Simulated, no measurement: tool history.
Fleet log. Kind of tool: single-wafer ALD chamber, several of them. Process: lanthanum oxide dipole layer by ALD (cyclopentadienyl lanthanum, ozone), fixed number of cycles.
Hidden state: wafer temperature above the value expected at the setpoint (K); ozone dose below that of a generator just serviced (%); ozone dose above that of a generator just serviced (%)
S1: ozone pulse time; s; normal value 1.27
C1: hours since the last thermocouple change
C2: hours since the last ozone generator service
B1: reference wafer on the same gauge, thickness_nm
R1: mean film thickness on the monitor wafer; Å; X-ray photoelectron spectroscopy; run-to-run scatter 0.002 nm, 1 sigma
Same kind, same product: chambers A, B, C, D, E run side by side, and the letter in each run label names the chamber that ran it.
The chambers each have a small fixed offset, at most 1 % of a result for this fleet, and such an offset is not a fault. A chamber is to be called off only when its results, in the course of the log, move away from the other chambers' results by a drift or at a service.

| run | hour | S1 | C1 | C2 | B1 | R1 |
|---|---|---|---|---|---|---|
| 1E | 14.1 | 1.27 | 1396.7 | 1188.9 | 0.48787 | 5.3009 |
|  | 20.2 | chamber A: thermocouple changed; heater temperature recalibrated |
| 2C | 24.8 | 1.27 | 317.4 | 1212.7 | 0.4876 | 5.2996 |
| 3A | 40.5 | 1.27 | 20.3 | 624.5 | 0.48747 | 5.3322 |
| 4D | 49.8 | 1.27 | 96.9 | 667 | 0.48771 | 5.3599 |
| 5B | 57 | 1.55 | 299.4 | 68.5 | 0.48814 | 5.528 |
| 6D | 64.2 | 1.55 | 111.3 | 681.4 | 0.48818 | 5.587 |
| 7B | 73 | 1.55 | 315.4 | 84.5 | 0.48806 | 5.5376 |
| 8C | 84 | 1.55 | 376.6 | 1271.9 | 0.48823 | 5.5014 |
| 9A | 92.1 | 1.55 | 71.9 | 676.1 | 0.48807 | 5.5057 |
| 10E | 107.3 | 1.27 | 1489.9 | 1282.1 | 0.48786 | 5.3654 |
| 11C | 118.9 | 1.27 | 411.5 | 1306.8 | 0.48803 | 5.3081 |
| 12A | 130.6 | 1.27 | 110.4 | 714.6 | 0.48845 | 5.3211 |
| 13B | 137.5 | 1.27 | 379.9 | 149 | 0.4881 | 5.3196 |
| 14D | 151.9 | 1.27 | 199 | 769.1 | 0.48766 | 5.4092 |
| 15E | 160.6 | 1.27 | 1543.2 | 1335.4 | 0.48816 | 5.3243 |
| 16A | 175.6 | 1.27 | 155.4 | 759.6 | 0.48807 | 5.34 |
| 17E | 185.9 | 1.27 | 1568.5 | 1360.7 | 0.48798 | 5.3089 |
|  | 195.2 | chamber D: ozone generator serviced |
| 18C | 195.2 | 1.27 | 487.8 | 1383.1 | 0.48799 | 5.2927 |
|  | 203.9 | chamber E: thermocouple changed; heater temperature recalibrated |
| 19D | 207 | 1.27 | 254.1 | 11.8 | 0.48794 | 5.3895 |
| 20B | 222.7 | 1.27 | 465.1 | 234.2 | 0.48737 | 5.3141 |
| 21E | 236.6 | 1.27 | 32.8 | 1411.4 | 0.48824 | 5.3281 |
| 22C | 248.9 | 1.27 | 541.5 | 1436.8 | 0.48781 | 5.3275 |
| 23B | 257 | 1.27 | 499.4 | 268.5 | 0.48754 | 5.3332 |
| 24D | 263.8 | 1.27 | 310.9 | 68.6 | 0.48772 | 5.4143 |
| 25A | 277.8 | 1.73 | 257.6 | 861.8 | 0.48744 | 5.5951 |
| 26B | 290.1 | 1.73 | 532.5 | 301.6 | 0.48802 | 5.5925 |
| 27A | 304.7 | 1.73 | 284.5 | 888.7 | 0.48766 | 5.6058 |
| 28C | 317.7 | 1.73 | 610.3 | 1505.6 | 0.48763 | 5.5838 |
| 29E | 332.7 | 1.73 | 128.9 | 1507.5 | 0.48807 | 5.5388 |
| 30D | 344 | 1.27 | 391.1 | 148.8 | 0.48781 | 5.397 |
| 31C | 358.5 | 1.27 | 651.1 | 1546.4 | 0.48809 | 5.3058 |
| 32B | 373.7 | 1.52 | 616.1 | 385.2 | 0.4881 | 5.4853 |
| 33A | 384.3 | 1.52 | 364.1 | 968.3 | 0.48775 | 5.5038 |
| 34E | 392.9 | 1.52 | 189.1 | 1567.7 | 0.48768 | 5.4781 |
| 35D | 402.9 | 1.52 | 450 | 207.7 | 0.48835 | 5.5935 |

All 5 chambers run these settings next. Forecast each chamber's results:
| 36A | 414.3 | 1.27 |  |  |  | ? |
| 36B | 414.3 | 1.27 |  |  |  | ? |
| 36C | 414.3 | 1.27 |  |  |  | ? |
| 36D | 414.3 | 1.27 |  |  |  | ? |
| 36E | 414.3 | 1.27 |  |  |  | ? |

| run | R1 |
|---|---|
| 36A | 5.3315 |
| 36B | 5.319 |
| 36C | 5.3291 |
| 36D | 5.3544 |
| 36E | 5.3106 |
